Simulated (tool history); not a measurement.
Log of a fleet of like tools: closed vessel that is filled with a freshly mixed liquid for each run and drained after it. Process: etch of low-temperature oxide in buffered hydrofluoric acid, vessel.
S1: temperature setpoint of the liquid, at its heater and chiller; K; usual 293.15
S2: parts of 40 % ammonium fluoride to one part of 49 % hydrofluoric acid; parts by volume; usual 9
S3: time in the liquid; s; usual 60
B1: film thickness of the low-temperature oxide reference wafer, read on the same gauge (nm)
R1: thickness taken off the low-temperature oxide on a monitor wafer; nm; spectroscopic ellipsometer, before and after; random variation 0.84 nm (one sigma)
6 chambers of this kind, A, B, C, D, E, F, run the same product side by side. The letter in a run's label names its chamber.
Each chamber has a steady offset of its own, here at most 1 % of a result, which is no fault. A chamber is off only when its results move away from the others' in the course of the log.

{"run": "1F", "hour": 6.0, "S1": 293.15, "S2": 9, "S3": 60, "B1": 139.99, "R1": 144.73}
{"run": "2C", "hour": 12.6, "S1": 293.15, "S2": 9, "S3": 60, "B1": 139.98, "R1": 142.91}
{"run": "3A", "hour": 20.4, "S1": 293.15, "S2": 9, "S3": 60, "B1": 140.0, "R1": 144.08}
{"hour": 28.6, "done": "chamber B: thermometer replaced"}
{"run": "4B", "hour": 30.3, "S1": 293.15, "S2": 9, "S3": 60, "B1": 140.02, "R1": 144.43}
{"run": "5D", "hour": 40.2, "S1": 293.15, "S2": 9, "S3": 60, "B1": 140.01, "R1": 144.56}
{"run": "6E", "hour": 51.1, "S1": 296.15, "S2": 9, "S3": 60, "B1": 140.01, "R1": 169.96}
{"run": "7C", "hour": 57.7, "S1": 296.15, "S2": 9, "S3": 60, "B1": 140.0, "R1": 169.45}
{"run": "8A", "hour": 68.1, "S1": 296.15, "S2": 9, "S3": 60, "B1": 140.0, "R1": 168.98}
{"run": "9F", "hour": 73.0, "S1": 296.15, "S2": 9, "S3": 60, "B1": 139.98, "R1": 172.35}
{"run": "10E", "hour": 83.7, "S1": 296.15, "S2": 9, "S3": 60, "B1": 139.97, "R1": 168.99}
{"run": "11B", "hour": 90.3, "S1": 296.15, "S2": 9, "S3": 60, "B1": 140.03, "R1": 170.59}
{"run": "12D", "hour": 95.4, "S1": 293.15, "S2": 9, "S3": 60, "B1": 140.04, "R1": 143.88}
{"run": "13B", "hour": 101.3, "S1": 296.65, "S2": 9, "S3": 85, "B1": 139.97, "R1": 249.48}
{"run": "14F", "hour": 110.4, "S1": 296.65, "S2": 9, "S3": 85, "B1": 140.02, "R1": 249.91}
{"run": "15D", "hour": 115.3, "S1": 296.65, "S2": 9, "S3": 85, "B1": 139.99, "R1": 247.11}
{"run": "16E", "hour": 125.7, "S1": 296.65, "S2": 9, "S3": 85, "B1": 139.97, "R1": 244.33}
{"run": "17A", "hour": 132.5, "S1": 296.65, "S2": 9, "S3": 85, "B1": 139.98, "R1": 245.16}
{"run": "18C", "hour": 138.7, "S1": 296.65, "S2": 9, "S3": 85, "B1": 140.02, "R1": 246.02}
{"run": "19E", "hour": 145.2, "S1": 293.15, "S2": 9, "S3": 60, "B1": 140.01, "R1": 143.58}
{"run": "20C", "hour": 150.1, "S1": 293.15, "S2": 9, "S3": 80, "B1": 140.04, "R1": 190.38}
{"run": "21B", "hour": 155.9, "S1": 293.15, "S2": 9, "S3": 80, "B1": 139.99, "R1": 192.52}
{"run": "22F", "hour": 163.9, "S1": 293.15, "S2": 9, "S3": 80, "B1": 140.03, "R1": 202.53}
{"run": "23D", "hour": 172.9, "S1": 293.15, "S2": 9, "S3": 80, "B1": 139.98, "R1": 192.95}
{"run": "24A", "hour": 179.8, "S1": 293.15, "S2": 9, "S3": 80, "B1": 139.96, "R1": 191.25}
{"run": "25B", "hour": 190.7, "S1": 293.15, "S2": 9, "S3": 80, "B1": 140.04, "R1": 190.63}
{"run": "26D", "hour": 200.7, "S1": 293.15, "S2": 9, "S3": 60, "B1": 140.02, "R1": 146.27}
{"run": "27A", "hour": 211.7, "S1": 293.15, "S2": 9, "S3": 60, "B1": 140.01, "R1": 142.79}
{"run": "28F", "hour": 217.7, "S1": 293.15, "S2": 9, "S3": 60, "B1": 140.01, "R1": 153.03}
{"run": "29E", "hour": 223.7, "S1": 293.15, "S2": 9, "S3": 60, "B1": 140.05, "R1": 144.05}
{"run": "30C", "hour": 228.7, "S1": 293.15, "S2": 9, "S3": 60, "B1": 140.02, "R1": 142.26}
{"run": "31F", "hour": 233.8, "S1": 293.15, "S2": 9, "S3": 60, "B1": 140.05, "R1": 153.07}
{"run": "32A", "hour": 242.7, "S1": 293.15, "S2": 9, "S3": 60, "B1": 140.05, "R1": 145.01}
{"run": "33C", "hour": 253.0, "S1": 293.15, "S2": 9, "S3": 60, "B1": 140.0, "R1": 142.32}
{"run": "34E", "hour": 261.1, "S1": 293.15, "S2": 9, "S3": 60, "B1": 140.01, "R1": 143.29}
{"run": "35D", "hour": 267.3, "S1": 293.15, "S2": 9, "S3": 60, "B1": 139.96, "R1": 143.2}
{"run": "36B", "hour": 275.0, "S1": 293.15, "S2": 9, "S3": 60, "B1": 140.02, "R1": 143.41}
{"run": "37F", "hour": 284.4, "S1": 293.15, "S2": 9, "S3": 60, "B1": 140.0, "R1": 156.87}
{"run": "38C", "hour": 294.6, "S1": 293.15, "S2": 9, "S3": 60, "B1": 139.97, "R1": 142.22}
{"run": "39D", "hour": 301.9, "S1": 293.15, "S2": 9, "S3": 60, "B1": 139.98, "R1": 145.81}
{"run": "40B", "hour": 312.9, "S1": 293.15, "S2": 9, "S3": 60, "B1": 140.01, "R1": 145.1}
{"run": "41A", "hour": 320.1, "S1": 293.15, "S2": 9, "S3": 60, "B1": 140.03, "R1": 142.92}
{"run": "42E", "hour": 328.1, "S1": 293.15, "S2": 9, "S3": 60, "B1": 140.01, "R1": 145.47}
{"run": "43A", "hour": 339.1, "S1": 293.15, "S2": 9, "S3": 60, "B1": 140.03, "R1": 143.39}
{"run": "44D", "hour": 346.1, "S1": 293.15, "S2": 9, "S3": 60, "B1": 139.99, "R1": 146.05}

What goes on in this fleet: one chamber off, a drifting gauge, or nothing beyond the chambers' own small offsets? Name the chamber and the cause, if any.

Chamber F drifts away from the others.
Cause: hydrofluoric acid flow above the setpoint (%) = 8.09.
The log may not tell that from: liquid hotter than its thermometer reads (K).

Here are 4 candidates for chamber F's next run, each the usual settings with a change, their results left as question marks. Which one brings its results back in line with what the others give on the usual settings?
In line means no further than this from the other chambers' mean on the usual settings: R1 3.000 nm
{"run": "45F-1", "hour": 354.0, "S1": 293.15, "S2": 10.0, "S3": 60, "R1": "?"}
{"run": "45F-2", "hour": 354.0, "S1": 292.65, "S2": 9.0, "S3": 60, "R1": "?"}
{"run": "45F-3", "hour": 354.0, "S1": 293.65, "S2": 8.5, "S3": 60, "R1": "?"}
{"run": "45F-4", "hour": 354.0, "S1": 293.65, "S2": 9.0, "S3": 60, "R1": "?"}

The other chambers' mean on the usual settings: R1 143.600 nm
run=45F-1 R1=142.430
run=45F-2 R1=153.400
run=45F-3 R1=172.380
run=45F-4 R1=162.040
45F-1 brings the chamber back in line.

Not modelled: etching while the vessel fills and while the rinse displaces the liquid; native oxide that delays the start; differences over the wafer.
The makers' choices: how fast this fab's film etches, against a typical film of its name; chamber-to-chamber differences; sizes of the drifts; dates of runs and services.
